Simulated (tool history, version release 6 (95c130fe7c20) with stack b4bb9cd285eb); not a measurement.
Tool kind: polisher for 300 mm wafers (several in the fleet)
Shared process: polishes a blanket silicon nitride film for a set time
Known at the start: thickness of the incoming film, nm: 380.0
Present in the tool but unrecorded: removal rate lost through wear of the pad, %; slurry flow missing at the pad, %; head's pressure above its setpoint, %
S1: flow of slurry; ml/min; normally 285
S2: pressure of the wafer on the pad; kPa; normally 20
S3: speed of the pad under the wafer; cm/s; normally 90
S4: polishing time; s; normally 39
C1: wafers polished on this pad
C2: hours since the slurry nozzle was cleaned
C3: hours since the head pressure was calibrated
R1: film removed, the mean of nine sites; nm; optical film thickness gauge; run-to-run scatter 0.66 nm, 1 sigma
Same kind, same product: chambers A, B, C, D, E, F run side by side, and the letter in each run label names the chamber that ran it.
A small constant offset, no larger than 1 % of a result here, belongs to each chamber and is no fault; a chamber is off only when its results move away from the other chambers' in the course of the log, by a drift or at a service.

| run | day | S1 | S2 | S3 | S4 | C1 | C2 | C3 | R1 |
|---|---|---|---|---|---|---|---|---|---|
|  | 0.008 | chamber C: slurry nozzle cleaned |
| 1A | 0.167 | 285 | 20 | 90 | 39 | 822 | 56.3 | 185.5 | 52.691 |
| 2F | 0.338 | 285 | 20 | 90 | 39 | 623 | 75.9 | 337.2 | 52.406 |
| 3B | 0.467 | 285 | 20 | 90 | 39 | 435 | 288.7 | 720.3 | 51.29 |
| 4C | 0.612 | 285 | 20 | 90 | 39 | 294 | 14.5 | 490.1 | 51.622 |
| 5E | 0.729 | 285 | 20 | 90 | 39 | 732 | 528.7 | 36.6 | 52.078 |
| 6D | 0.875 | 285 | 20 | 90 | 39 | 722 | 712.1 | 207.3 | 51.073 |
| 7F | 0.967 | 285 | 20 | 64 | 39 | 814 | 91 | 352.3 | 40.566 |
|  | 0.979 | chamber F: worn pad replaced by a new one |
| 8E | 1.05 | 285 | 20 | 64 | 39 | 829 | 536.4 | 44.3 | 38.969 |
| 9C | 1.192 | 285 | 20 | 64 | 39 | 470 | 28.4 | 504 | 39.076 |
|  | 1.212 | chamber A: worn pad replaced by a new one |
| 10B | 1.354 | 285 | 20 | 64 | 39 | 704 | 310 | 741.6 | 38.955 |
| 11D | 1.517 | 285 | 20 | 64 | 39 | 916 | 727.5 | 222.7 | 39.11 |
|  | 1.604 | chamber E: worn pad replaced by a new one |
| 12A | 1.683 | 285 | 20 | 64 | 39 | 143 | 92.7 | 221.9 | 40.228 |
|  | 1.796 | chamber C: worn pad replaced by a new one |
| 13A | 1.838 | 285 | 20 | 90 | 39 | 190 | 96.4 | 225.6 | 50.676 |
| 14B | 2.012 | 285 | 20 | 90 | 39 | 904 | 325.8 | 757.4 | 52.947 |
| 15F | 2.096 | 285 | 20 | 90 | 39 | 339 | 118.1 | 379.4 | 53.553 |
|  | 2.146 | chamber B: worn pad replaced by a new one |
| 16D | 2.229 | 210 | 20 | 90 | 39 | 1133 | 744.6 | 239.8 | 49.538 |
| 17E | 2.371 | 210 | 20 | 90 | 39 | 233 | 568.1 | 76 | 49.341 |
| 18C | 2.492 | 210 | 20 | 90 | 39 | 211 | 59.6 | 535.2 | 49.719 |
| 19C | 2.612 | 210 | 20 | 90 | 39 | 248 | 62.5 | 538.1 | 48.513 |
|  | 2.717 | chamber D: worn pad replaced by a new one |
| 20A | 2.788 | 210 | 20 | 90 | 39 | 478 | 119.2 | 248.4 | 50.318 |
| 21F | 2.912 | 210 | 20 | 90 | 39 | 587 | 137.7 | 399 | 51.561 |
| 22D | 3 | 285 | 20 | 90 | 39 | 86 | 763.1 | 258.3 | 52.776 |
| 23E | 3.092 | 285 | 20 | 90 | 39 | 452 | 585.4 | 93.3 | 52.431 |
|  | 3.125 | chamber E: slurry nozzle cleaned |
| 24B | 3.238 | 285 | 20 | 90 | 39 | 332 | 355.2 | 786.8 | 54.313 |
| 25A | 3.367 | 285 | 20 | 90 | 39 | 654 | 133.1 | 262.3 | 52.988 |
| 26B | 3.529 | 285 | 20 | 114 | 29 | 420 | 362.2 | 793.8 | 49.064 |
| 27C | 3.629 | 285 | 20 | 114 | 29 | 556 | 86.9 | 562.5 | 46.131 |
| 28F | 3.733 | 285 | 20 | 114 | 29 | 836 | 157.4 | 418.7 | 46.527 |
|  | 3.846 | chamber C: worn pad replaced by a new one |
| 29D | 3.879 | 285 | 20 | 114 | 29 | 353 | 784.2 | 279.4 | 46.433 |
|  | 3.971 | chamber C: head pressure recalibrated |
|  | 4.008 | chamber F: worn pad replaced by a new one |
| 30E | 4.033 | 285 | 20 | 114 | 29 | 737 | 21.9 | 115.9 | 48.472 |
| 31C | 4.158 | 285 | 20 | 114 | 29 | 95 | 99.6 | 4.5 | 46.191 |
| 32A | 4.254 | 285 | 20 | 90 | 39 | 923 | 154.4 | 283.6 | 52.792 |
| 33E | 4.375 | 285 | 20 | 90 | 39 | 841 | 30.1 | 124.1 | 51.99 |
| 34F | 4.538 | 285 | 20 | 90 | 39 | 160 | 176.7 | 438 | 51.44 |
| 35B | 4.721 | 285 | 20 | 90 | 39 | 782 | 390.8 | 822.4 | 57.48 |
| 36D | 4.833 | 285 | 20 | 90 | 39 | 642 | 807.1 | 302.3 | 51.577 |

The same settings go to every chamber for the next run, one line per chamber below. Forecast the results for each:
| 37A | 4.967 | 285 | 20 | 90 | 39 |  |  |  | ? |
| 37B | 4.967 | 285 | 20 | 90 | 39 |  |  |  | ? |
| 37C | 4.967 | 285 | 20 | 90 | 39 |  |  |  | ? |
| 37D | 4.967 | 285 | 20 | 90 | 39 |  |  |  | ? |
| 37E | 4.967 | 285 | 20 | 90 | 39 |  |  |  | ? |
| 37F | 4.967 | 285 | 20 | 90 | 39 |  |  |  | ? |

| run | R1 |
|---|---|
| 37A | 51.827 |
| 37B | 58.817 |
| 37C | 51.658 |
| 37D | 51.372 |
| 37E | 52.695 |
| 37F | 52.631 |
